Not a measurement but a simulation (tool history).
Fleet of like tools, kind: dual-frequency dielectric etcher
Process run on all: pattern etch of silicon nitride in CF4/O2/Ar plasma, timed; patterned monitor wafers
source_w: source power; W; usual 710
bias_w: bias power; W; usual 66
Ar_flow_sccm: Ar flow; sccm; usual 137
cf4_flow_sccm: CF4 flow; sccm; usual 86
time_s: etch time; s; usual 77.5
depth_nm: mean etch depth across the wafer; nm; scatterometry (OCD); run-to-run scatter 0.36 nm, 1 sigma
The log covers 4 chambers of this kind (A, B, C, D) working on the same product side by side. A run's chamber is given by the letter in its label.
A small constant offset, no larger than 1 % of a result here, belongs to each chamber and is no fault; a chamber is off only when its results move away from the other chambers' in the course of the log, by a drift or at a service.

run	hour	source_w	bias_w	Ar_flow_sccm	cf4_flow_sccm	time_s	read-back reference wafer on the same gauge, depth_nm	depth_nm
1A	5.7	710	66	137	86	77.5	242.05	208.97
2D	13.1	710	66	137	86	77.5	242.24	209.66
# hour 17.7: chamber A: bias power generator calibrated
3C	17.8	710	66	137	86	77.5	242.25	210.26
4B	22.5	710	66	137	86	77.5	242.13	210.13
5B	27.6	710	66	137	86	77.5	242.24	210.46
6A	32.4	710	66	137	86	77.5	242.16	209.57
7D	37.1	710	66	137	86	77.5	242.37	209.91
8C	40.4	710	66	137	86	77.5	242.49	209.81
# hour 41.2: chamber A: CF4 flow controller replaced
9B	46.3	710	66	137	86	64	242.33	173.98
10D	52.6	710	66	137	86	64	242.37	173.68
11A	59.9	710	66	137	86	64	242.62	173.43
12C	66.1	710	66	137	86	64	242.61	173.46
13A	73.2	710	76	137	86	77.5	242.72	222.02
14C	80.8	710	76	137	86	77.5	242.88	223.66
15D	85.4	710	76	137	86	77.5	242.8	223
16B	89.4	710	76	137	86	77.5	242.85	223.3
17D	93.2	710	66	137	86	77.5	242.97	210.39
18C	99.2	710	66	137	86	77.5	242.96	210.72
19B	103.4	710	66	137	86	77.5	243.06	211.63
20A	109.2	710	66	137	86	77.5	243.09	210.33
21D	114.4	710	66	137	86	77.5	243.16	210.25
22C	118.2	710	66	137	86	77.5	243.04	210.8
23A	122.8	650	59	137	86	77.5	243.19	186.11
24B	128	650	59	137	86	77.5	243.13	187.98
# hour 131.9: chamber B: wet clean of the chamber
25C	134.4	650	59	137	86	77.5	243.37	187.31
26B	139.1	650	59	137	86	77.5	243.51	187.64
27A	144.2	790	66	137	86	77.5	243.52	230.4
28D	149.9	790	66	137	86	77.5	243.44	230.8
29C	156	790	66	137	86	77.5	243.58	230.97
30B	161.9	790	66	137	86	77.5	243.65	233.14
31D	168.5	710	66	137	86	77.5	243.63	211.53

What goes on in this fleet: one chamber off, a drifting gauge, or nothing beyond the chambers' own small offsets? Name the chamber and the cause, if any.

No chamber is off; the gauge reading every chamber's wafers drifts, which makes the whole fleet appear to move together.
What lies behind it: gauge reads high (%) = 0.71.

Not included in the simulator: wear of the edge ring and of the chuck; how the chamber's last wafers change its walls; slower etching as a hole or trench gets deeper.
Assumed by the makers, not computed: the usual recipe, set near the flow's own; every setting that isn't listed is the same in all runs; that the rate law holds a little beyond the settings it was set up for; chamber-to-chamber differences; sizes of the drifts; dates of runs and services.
